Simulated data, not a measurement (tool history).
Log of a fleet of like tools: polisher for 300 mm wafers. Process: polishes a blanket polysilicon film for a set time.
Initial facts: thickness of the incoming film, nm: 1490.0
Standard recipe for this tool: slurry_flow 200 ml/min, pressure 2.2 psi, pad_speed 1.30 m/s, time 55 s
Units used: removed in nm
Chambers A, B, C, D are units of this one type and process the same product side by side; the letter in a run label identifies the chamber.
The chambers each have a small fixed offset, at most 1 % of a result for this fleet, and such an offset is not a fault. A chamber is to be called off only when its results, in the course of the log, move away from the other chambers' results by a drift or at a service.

run,hour,slurry_flow,pressure,pad_speed,time,removed
1A,13.9,200,2.2,1.30,55,383.72
2D,23.7,200,2.2,1.30,55,385.40
# hour 32.0: chamber B: slurry nozzle cleaned
# hour 35.4: chamber A: worn pad replaced by a new one
# hour 37.8: chamber B: worn pad replaced by a new one
3C,38.1,200,2.2,1.30,55,381.04
4B,50.5,200,2.2,1.30,55,384.80
# hour 63.1: chamber C: worn pad replaced by a new one
5C,63.9,200,2.2,1.30,55,384.06
6A,75.9,200,2.2,1.30,55,391.16
7D,85.1,200,2.2,1.30,55,385.86
8B,96.0,200,2.2,1.30,55,386.09
# hour 106.4: chamber A: worn pad replaced by a new one
# hour 107.7: chamber D: worn pad replaced by a new one
9A,111.4,200,2.2,0.88,48,233.11
# hour 115.4: chamber B: worn pad replaced by a new one
10C,125.0,200,2.2,0.88,48,228.44
# hour 129.3: chamber C: worn pad replaced by a new one
11D,139.5,200,2.2,0.88,48,228.85
12B,154.8,200,2.2,0.88,48,226.94
# hour 155.1: chamber D: head pressure recalibrated
13C,168.2,200,2.2,1.30,55,383.17
14D,175.2,200,2.2,1.30,55,384.05
# hour 179.6: chamber A: worn pad replaced by a new one
15A,188.7,200,2.2,1.30,55,383.15
# hour 197.4: chamber B: worn pad replaced by a new one
16B,197.9,200,2.2,1.30,55,384.09
# hour 203.0: chamber C: worn pad replaced by a new one
17A,205.2,145,2.2,1.00,55,287.36
18C,217.7,145,2.2,1.00,55,275.80
# hour 220.7: chamber D: worn pad replaced by a new one
19B,229.8,145,2.2,1.00,55,281.84
20D,240.5,145,2.2,1.00,55,285.60
# hour 249.2: chamber A: worn pad replaced by a new one
21D,249.7,200,2.2,1.30,55,387.91
# hour 262.5: chamber B: slurry nozzle cleaned
22B,265.0,200,2.2,1.30,55,383.95
# hour 271.6: chamber C: worn pad replaced by a new one
# hour 276.4: chamber B: worn pad replaced by a new one
23A,280.7,200,2.2,1.54,55,464.09
# hour 286.6: chamber A: slurry nozzle cleaned
24C,292.8,200,2.2,1.54,55,433.24
25B,307.1,200,2.2,1.54,55,453.25
26A,319.4,200,2.2,1.54,55,463.28
27D,329.8,245,2.2,1.30,55,393.30
28C,338.9,245,2.2,1.30,55,369.78
# hour 341.2: chamber B: worn pad replaced by a new one
# hour 348.0: chamber D: worn pad replaced by a new one
29B,353.2,245,2.2,1.30,55,399.16
# hour 357.3: chamber C: worn pad replaced by a new one
30C,362.7,245,2.2,1.30,55,369.46
31D,375.3,200,2.2,1.30,55,384.82

Decide between three cases: one chamber stands off from its peers, the gauge reading all wafers drifts, or nothing is wrong past each chamber's small offset. Where a chamber is off, say which and what most likely put it there.

It is chamber C that slowly wanders off from its peers.
Most likely cause: head's pressure below its setpoint, % = 7.32.
With only this log, it may be confused with: slurry flow missing at the pad, %.

Which of the 4 candidates below, each the usual settings with something changed and its results left as question marks, puts chamber C back in line with what the other chambers give on the usual settings?
Maximum distance from the other chambers' mean on the usual settings for a result to count as in line: removed 11.00 nm
32C-1,386.6,200,2.2,1.56,55,?
32C-2,386.6,200,2.3,1.32,56,?
32C-3,386.6,200,2.0,1.30,51,?
32C-4,386.6,200,2.1,1.30,53,?

Usual-settings mean across the other chambers: removed 386.82 nm
run,removed
32C-1,427.07
32C-2,385.70
32C-3,300.48
32C-4,328.04
32C-2 is the one that brings the chamber's results back in line with the other chambers.

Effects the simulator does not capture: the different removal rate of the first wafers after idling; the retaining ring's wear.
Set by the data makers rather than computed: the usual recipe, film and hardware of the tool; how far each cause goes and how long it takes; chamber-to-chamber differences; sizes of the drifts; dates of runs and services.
